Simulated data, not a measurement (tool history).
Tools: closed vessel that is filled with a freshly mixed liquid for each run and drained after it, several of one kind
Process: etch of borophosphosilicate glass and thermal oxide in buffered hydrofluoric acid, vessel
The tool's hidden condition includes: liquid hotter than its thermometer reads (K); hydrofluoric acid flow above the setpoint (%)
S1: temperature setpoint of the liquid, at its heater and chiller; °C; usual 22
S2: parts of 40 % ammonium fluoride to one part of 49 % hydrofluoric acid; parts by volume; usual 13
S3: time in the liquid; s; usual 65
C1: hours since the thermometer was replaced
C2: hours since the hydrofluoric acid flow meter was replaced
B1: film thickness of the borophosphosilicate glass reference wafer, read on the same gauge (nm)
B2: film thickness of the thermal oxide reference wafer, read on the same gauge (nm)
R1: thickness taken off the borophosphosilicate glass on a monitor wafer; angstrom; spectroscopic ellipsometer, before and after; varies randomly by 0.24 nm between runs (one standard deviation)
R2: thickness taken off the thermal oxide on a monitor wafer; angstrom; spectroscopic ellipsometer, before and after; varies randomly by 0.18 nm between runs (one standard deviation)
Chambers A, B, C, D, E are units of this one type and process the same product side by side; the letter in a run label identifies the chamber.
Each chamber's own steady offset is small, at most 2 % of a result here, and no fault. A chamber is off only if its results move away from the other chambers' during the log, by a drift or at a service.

{"run": "1C", "hour": 2.4, "S1": 22, "S2": 13, "S3": 65, "C1": 488.4, "C2": 621.7, "B1": 39.983, "B2": 80.003, "R1": 557.96, "R2": 530.85}
{"run": "2A", "hour": 5.5, "S1": 22, "S2": 13, "S3": 65, "C1": 1240.2, "C2": 42.8, "B1": 40.012, "B2": 80.009, "R1": 569.73, "R2": 521.35}
{"run": "3D", "hour": 8.1, "S1": 22, "S2": 13, "S3": 65, "C1": 119.6, "C2": 910.1, "B1": 40.007, "B2": 79.986, "R1": 560.46, "R2": 526.81}
{"run": "4E", "hour": 13.0, "S1": 22, "S2": 13, "S3": 65, "C1": 922.9, "C2": 1258.7, "B1": 39.991, "B2": 79.994, "R1": 570.43, "R2": 530.53}
{"run": "5B", "hour": 17.3, "S1": 22, "S2": 13, "S3": 65, "C1": 650.8, "C2": 1828.5, "B1": 39.972, "B2": 80.014, "R1": 570.4, "R2": 527.33}
{"run": "6D", "hour": 21.1, "S1": 22, "S2": 13, "S3": 65, "C1": 132.6, "C2": 923.1, "B1": 40.014, "B2": 79.983, "R1": 560.12, "R2": 523.97}
{"run": "7A", "hour": 24.5, "S1": 22, "S2": 13, "S3": 65, "C1": 1259.2, "C2": 61.8, "B1": 40.018, "B2": 79.966, "R1": 563.85, "R2": 524.7}
{"run": "8E", "hour": 27.6, "S1": 22, "S2": 13, "S3": 65, "C1": 937.5, "C2": 1273.3, "B1": 40.002, "B2": 80.046, "R1": 573.27, "R2": 528.97}
{"run": "9C", "hour": 32.6, "S1": 22, "S2": 13, "S3": 65, "C1": 518.6, "C2": 651.9, "B1": 39.994, "B2": 79.986, "R1": 556.89, "R2": 533.38}
{"run": "10B", "hour": 37.1, "S1": 22, "S2": 13, "S3": 65, "C1": 670.6, "C2": 1848.3, "B1": 39.993, "B2": 79.956, "R1": 567.75, "R2": 524.86}
{"run": "11D", "hour": 41.1, "S1": 18, "S2": 16.5, "S3": 65, "C1": 152.6, "C2": 943.1, "B1": 39.989, "B2": 80.005, "R1": 353.83, "R2": 333.07}
{"run": "12B", "hour": 46.1, "S1": 18, "S2": 16.5, "S3": 65, "C1": 679.6, "C2": 1857.3, "B1": 39.996, "B2": 80.045, "R1": 354.39, "R2": 333.43}
{"run": "13C", "hour": 50.1, "S1": 18, "S2": 16.5, "S3": 65, "C1": 536.1, "C2": 669.4, "B1": 40.011, "B2": 80.03, "R1": 353.71, "R2": 334.9}
{"run": "14E", "hour": 55.4, "S1": 18, "S2": 16.5, "S3": 65, "C1": 965.3, "C2": 1301.1, "B1": 39.996, "B2": 80.005, "R1": 359.28, "R2": 333.9}
{"run": "15A", "hour": 58.2, "S1": 18, "S2": 16.5, "S3": 65, "C1": 1292.9, "C2": 95.5, "B1": 40.021, "B2": 79.991, "R1": 356.41, "R2": 332.37}
{"run": "16E", "hour": 62.2, "S1": 22, "S2": 13, "S3": 65, "C1": 972.1, "C2": 1307.9, "B1": 39.99, "B2": 80.019, "R1": 567.39, "R2": 527.03}
{"run": "17C", "hour": 66.7, "S1": 22, "S2": 13, "S3": 65, "C1": 552.7, "C2": 686, "B1": 40.003, "B2": 79.997, "R1": 556.84, "R2": 531.93}
{"run": "18A", "hour": 69.9, "S1": 22, "S2": 13, "S3": 65, "C1": 1304.6, "C2": 107.2, "B1": 39.995, "B2": 79.984, "R1": 562.39, "R2": 524.3}
{"run": "19B", "hour": 75.3, "S1": 22, "S2": 13, "S3": 65, "C1": 708.8, "C2": 1886.5, "B1": 39.989, "B2": 80.022, "R1": 565.11, "R2": 527.69}
{"run": "20D", "hour": 79.1, "S1": 22, "S2": 13, "S3": 65, "C1": 190.6, "C2": 981.1, "B1": 39.98, "B2": 80.051, "R1": 561.16, "R2": 526.33}
{"run": "21B", "hour": 82.1, "S1": 20.5, "S2": 13, "S3": 65, "C1": 715.6, "C2": 1893.3, "B1": 40.015, "B2": 79.984, "R1": 518.1, "R2": 486.21}
{"run": "22C", "hour": 86.6, "S1": 20.5, "S2": 13, "S3": 65, "C1": 572.6, "C2": 705.9, "B1": 40.02, "B2": 80.025, "R1": 516.18, "R2": 486.53}
{"run": "23E", "hour": 91.1, "S1": 20.5, "S2": 13, "S3": 65, "C1": 1001, "C2": 1336.8, "B1": 40.008, "B2": 79.986, "R1": 525.27, "R2": 484.61}
{"run": "24A", "hour": 95.7, "S1": 20.5, "S2": 13, "S3": 65, "C1": 1330.4, "C2": 133, "B1": 39.979, "B2": 79.987, "R1": 521.35, "R2": 482.66}
{"run": "25D", "hour": 100.7, "S1": 20.5, "S2": 13, "S3": 65, "C1": 212.2, "C2": 1002.7, "B1": 40.001, "B2": 80.023, "R1": 513.9, "R2": 484.83}
{"run": "26C", "hour": 104.9, "S1": 22, "S2": 13, "S3": 65, "C1": 590.9, "C2": 724.2, "B1": 39.987, "B2": 80.009, "R1": 559.37, "R2": 528.07}
{"run": "27D", "hour": 107.6, "S1": 22, "S2": 13, "S3": 65, "C1": 219.1, "C2": 1009.6, "B1": 39.984, "B2": 79.967, "R1": 557.66, "R2": 526.35}
{"run": "28B", "hour": 111.0, "S1": 17.5, "S2": 13, "S3": 40, "C1": 744.5, "C2": 1922.2, "B1": 40, "B2": 80.016, "R1": 269.79, "R2": 251.26}
{"run": "29A", "hour": 114.8, "S1": 17.5, "S2": 13, "S3": 40, "C1": 1349.5, "C2": 152.1, "B1": 40.003, "B2": 80.007, "R1": 270.19, "R2": 250.23}
{"run": "30E", "hour": 118.6, "S1": 17.5, "S2": 13, "S3": 40, "C1": 1028.5, "C2": 1364.3, "B1": 40.015, "B2": 79.989, "R1": 272.56, "R2": 251.74}
{"run": "31C", "hour": 122.8, "S1": 17.5, "S2": 13, "S3": 40, "C1": 608.8, "C2": 742.1, "B1": 40.004, "B2": 80.015, "R1": 268.35, "R2": 254.98}
{"run": "32B", "hour": 126.7, "S1": 17.5, "S2": 13, "S3": 40, "C1": 760.2, "C2": 1937.9, "B1": 39.99, "B2": 80.041, "R1": 270.86, "R2": 249.63}
{"run": "33A", "hour": 131.0, "S1": 22, "S2": 13, "S3": 65, "C1": 1365.7, "C2": 168.3, "B1": 40.005, "B2": 79.979, "R1": 566.63, "R2": 520.7}
{"run": "34D", "hour": 134.2, "S1": 22, "S2": 13, "S3": 65, "C1": 245.7, "C2": 1036.2, "B1": 40, "B2": 80.003, "R1": 561.69, "R2": 525.06}
{"run": "35E", "hour": 137.3, "S1": 22, "S2": 13, "S3": 65, "C1": 1047.2, "C2": 1383, "B1": 39.994, "B2": 79.983, "R1": 567.18, "R2": 529.85}
{"run": "36A", "hour": 140.3, "S1": 22, "S2": 13, "S3": 65, "C1": 1375, "C2": 177.6, "B1": 39.995, "B2": 80.039, "R1": 566.29, "R2": 520}
{"run": "37B", "hour": 143.7, "S1": 22, "S2": 13, "S3": 65, "C1": 777.2, "C2": 1954.9, "B1": 39.98, "B2": 79.991, "R1": 568.22, "R2": 525.73}
{"run": "38C", "hour": 148.6, "S1": 22, "S2": 13, "S3": 65, "C1": 634.6, "C2": 767.9, "B1": 40.018, "B2": 79.982, "R1": 555.68, "R2": 531.46}

What goes on in this fleet: one chamber off, a drifting gauge, or nothing beyond the chambers' own small offsets? Name the chamber and the cause, if any.

No chamber is off and the gauge is stable; the differences are just each chamber's small, constant offset.
